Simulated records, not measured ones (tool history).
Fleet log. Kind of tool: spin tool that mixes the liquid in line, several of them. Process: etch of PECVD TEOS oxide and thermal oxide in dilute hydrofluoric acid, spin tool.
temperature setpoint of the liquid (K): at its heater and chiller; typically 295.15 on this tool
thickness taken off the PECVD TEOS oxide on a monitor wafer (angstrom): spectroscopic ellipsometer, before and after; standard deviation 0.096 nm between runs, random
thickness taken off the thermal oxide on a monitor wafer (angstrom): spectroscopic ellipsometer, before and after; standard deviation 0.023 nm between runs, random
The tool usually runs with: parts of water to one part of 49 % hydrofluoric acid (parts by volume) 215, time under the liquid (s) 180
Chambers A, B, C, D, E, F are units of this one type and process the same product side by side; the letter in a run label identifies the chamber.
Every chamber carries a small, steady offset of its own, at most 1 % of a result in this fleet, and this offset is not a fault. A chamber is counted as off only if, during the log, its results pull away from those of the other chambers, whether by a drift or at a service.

run     day  temperature setpoint of the liquid (K)  parts of water to one part of 49 % hydrofluoric acid (parts by volume)  time under the liquid (s)  hours since the thermometer was replaced  hours since the hydrofluoric acid flow meter was replaced  read-back film thickness of the PECVD TEOS oxide reference wafer, read on the same gauge (nm)  read-back film thickness of the thermal oxide reference wafer, read on the same gauge (nm)  thickness taken off the PECVD TEOS oxide on a monitor wafer (angstrom)  thickness taken off the thermal oxide on a monitor wafer (angstrom)
 1E   0.454                                  295.15                                                                     215                        180                                       475                                                      992.7                                                                                         59.971                                                                                      99.976                                                                  104.24                                                               31.879
 2F   1.121                                  295.15                                                                     215                        180                                     513.6                                                     1168.3                                                                                         60.024                                                                                      99.999                                                                  103.82                                                               31.656
 3C   1.808                                  295.15                                                                     215                        180                                       657                                                        191                                                                                         60.007                                                                                         100                                                                  103.05                                                                31.88
 4A   2.192                                  295.15                                                                     215                        180                                      2217                                                        929                                                                                         59.995                                                                                         100                                                                  106.46                                                               31.617
 5D   2.538                                  295.15                                                                     215                        180                                     182.4                                                     1516.6                                                                                         59.977                                                                                      99.963                                                                  103.49                                                               31.615
 6B   2.975                                  295.15                                                                     215                        180                                     698.9                                                     1666.6                                                                                         59.983                                                                                      100.03                                                                  104.71                                                               31.871
 7C   3.592                                  295.15                                                                     215                        180                                     699.8                                                      233.8                                                                                         60.043                                                                                         100                                                                  106.61                                                               31.378
 8E   4.258                                  295.15                                                                     215                        180                                     566.3                                                       1084                                                                                         59.975                                                                                         100                                                                  106.15                                                               32.136
 9D   4.667                                  295.15                                                                     215                        180                                     233.5                                                     1567.7                                                                                         60.033                                                                                      100.04                                                                  105.45                                                               31.376
10F   5.008                                  300.15                                                                     215                         80                                     606.9                                                     1261.6                                                                                         60.006                                                                                      99.988                                                                  55.289                                                               16.482
      5.296  -- chamber A: thermometer replaced
11A     5.7                                  300.15                                                                     215                         80                                       9.7                                                     1013.2                                                                                         60.009                                                                                       99.98                                                                  56.773                                                               16.475
12B    6.15                                  300.15                                                                     215                         80                                     775.1                                                     1742.8                                                                                         59.995                                                                                      100.01                                                                  55.269                                                               16.767
        6.6  -- chamber B: thermometer replaced
13E   6.842                                  300.15                                                                     215                         80                                     628.3                                                       1146                                                                                         59.987                                                                                      99.981                                                                  55.562                                                               17.005
14C   7.512                                  300.15                                                                     215                         80                                     793.9                                                      327.9                                                                                         59.997                                                                                         100                                                                  56.252                                                               16.845
15F   7.925                                  300.15                                                                     215                         80                                     676.9                                                     1331.6                                                                                         60.014                                                                                      100.02                                                                  56.471                                                                 16.8
16A   8.262                                  297.65                                                                     215                        115                                      71.2                                                     1074.7                                                                                         60.042                                                                                      99.999                                                                  73.924                                                               21.772
17D   8.783                                  297.65                                                                     215                        115                                     332.3                                                     1666.5                                                                                          60.02                                                                                      99.996                                                                  73.798                                                               22.166
18B   9.446                                  297.65                                                                     215                        115                                      68.3                                                     1821.9                                                                                         60.047                                                                                      100.05                                                                  73.361                                                               22.296
19E    9.95                                  297.65                                                                     215                        115                                     702.9                                                     1220.6                                                                                         59.965                                                                                      99.996                                                                  73.843                                                                22.33
     10.279  -- chamber A: hydrofluoric acid flow meter replaced
20C  10.296                                  297.65                                                                     215                        115                                     860.7                                                      394.7                                                                                         59.954                                                                                      100.02                                                                  72.283                                                               22.216
21F  10.833                                  297.65                                                                     215                        115                                     746.7                                                     1401.4                                                                                         59.991                                                                                      99.988                                                                  73.275                                                               21.964
22D  11.167                                  295.15                                                                     215                        180                                     389.5                                                     1723.7                                                                                         59.963                                                                                      99.989                                                                  106.45                                                               31.422
23B  11.717                                  295.15                                                                     215                        180                                     122.8                                                     1876.4                                                                                         60.035                                                                                      99.977                                                                  103.61                                                                32.01
24A  12.071                                  295.15                                                                     215                        180                                     162.6                                                         43                                                                                         59.991                                                                                      99.984                                                                  103.53                                                               31.073
25D  12.692                                  295.15                                                                     215                        180                                     426.1                                                     1760.3                                                                                         60.017                                                                                      99.998                                                                  103.34                                                               31.746
26F  13.067                                  295.15                                                                     215                        180                                     800.3                                                       1455                                                                                         59.974                                                                                      99.984                                                                     104                                                               31.555
27B  13.371                                  295.15                                                                     215                        180                                     162.5                                                     1916.1                                                                                         59.985                                                                                      100.01                                                                   104.1                                                                32.16
28E  14.017                                  293.15                                                                     215                        180                                     800.5                                                     1318.2                                                                                         59.988                                                                                         100                                                                  99.443                                                               29.348
29C  14.438                                  293.15                                                                     215                        180                                     960.1                                                      494.1                                                                                         60.021                                                                                      100.01                                                                  95.421                                                               29.445
30A    14.8                                  293.15                                                                     215                        180                                     228.1                                                      108.5                                                                                         60.026                                                                                      100.02                                                                  96.445                                                               29.049
31D  15.483                                  293.15                                                                     215                        180                                     493.1                                                     1827.3                                                                                         59.986                                                                                      100.02                                                                  97.985                                                               29.737
32B  16.133                                  293.15                                                                     215                        180                                     228.8                                                     1982.4                                                                                         60.005                                                                                      99.986                                                                  96.067                                                               29.426
33A  16.642                                  293.15                                                                     215                        180                                     272.3                                                      152.7                                                                                         59.994                                                                                      99.986                                                                  96.609                                                               28.885
34F  17.046                                  295.15                                                                     215                        180                                     895.8                                                     1550.5                                                                                         59.968                                                                                      99.985                                                                  104.62                                                               31.618
     17.133  -- chamber C: thermometer replaced
35E  17.571                                  295.15                                                                     215                        180                                     885.8                                                     1403.5                                                                                         60.004                                                                                      99.989                                                                  104.97                                                               32.164
36C  18.079                                  290.65                                                                     215                        180                                      22.7                                                      581.5                                                                                          60.02                                                                                      99.995                                                                  88.454                                                               26.835
37A  18.538                                  290.65                                                                     215                        180                                     317.8                                                      198.2                                                                                         60.024                                                                                      100.04                                                                  88.686                                                               25.999
38F  18.971                                  290.65                                                                     215                        180                                       942                                                     1596.7                                                                                         60.054                                                                                      100.02                                                                  89.463                                                               26.288
39E  19.496                                  290.65                                                                     215                        180                                       932                                                     1449.7                                                                                         59.975                                                                                      99.992                                                                  88.276                                                               26.931
40D  20.133                                  290.65                                                                     215                        180                                     604.7                                                     1938.9                                                                                         60.008                                                                                      99.964                                                                  89.192                                                               26.848
41C  20.529                                  290.65                                                                     215                        180                                      81.5                                                      640.3                                                                                         59.975                                                                                      100.01                                                                  87.557                                                               26.432
42B  20.912                                  295.15                                                                     215                        180                                     343.5                                                     2097.1                                                                                         60.038                                                                                       99.97                                                                  105.24                                                               31.647
43B  21.575                                  291.15                                                                     215                        130                                     359.4                                                       2113                                                                                         60.002                                                                                      100.01                                                                  63.473                                                               19.778

The same settings go to every chamber for the next run, one line per chamber below. Forecast the results for each:
44A  22.071                                  295.15                                                                     215                        140                                                                                                                                                                                                                                                                                                                                                                       ?                                                                    ?
44B  22.071                                  295.15                                                                     215                        140                                                                                                                                                                                                                                                                                                                                                                       ?                                                                    ?
44C  22.071                                  295.15                                                                     215                        140                                                                                                                                                                                                                                                                                                                                                                       ?                                                                    ?
44D  22.071                                  295.15                                                                     215                        140                                                                                                                                                                                                                                                                                                                                                                       ?                                                                    ?
44E  22.071                                  295.15                                                                     215                        140                                                                                                                                                                                                                                                                                                                                                                       ?                                                                    ?
44F  22.071                                  295.15                                                                     215                        140                                                                                                                                                                                                                                                                                                                                                                       ?                                                                    ?

run  thickness taken off the PECVD TEOS oxide on a monitor wafer (angstrom)  thickness taken off the thermal oxide on a monitor wafer (angstrom)
44A                                                                    81.9                                                               24.509
44B                                                                  80.685                                                               24.476
44C                                                                  79.807                                                               24.673
44D                                                                  81.444                                                               24.337
44E                                                                  81.976                                                               24.349
44F                                                                  81.644                                                               24.241
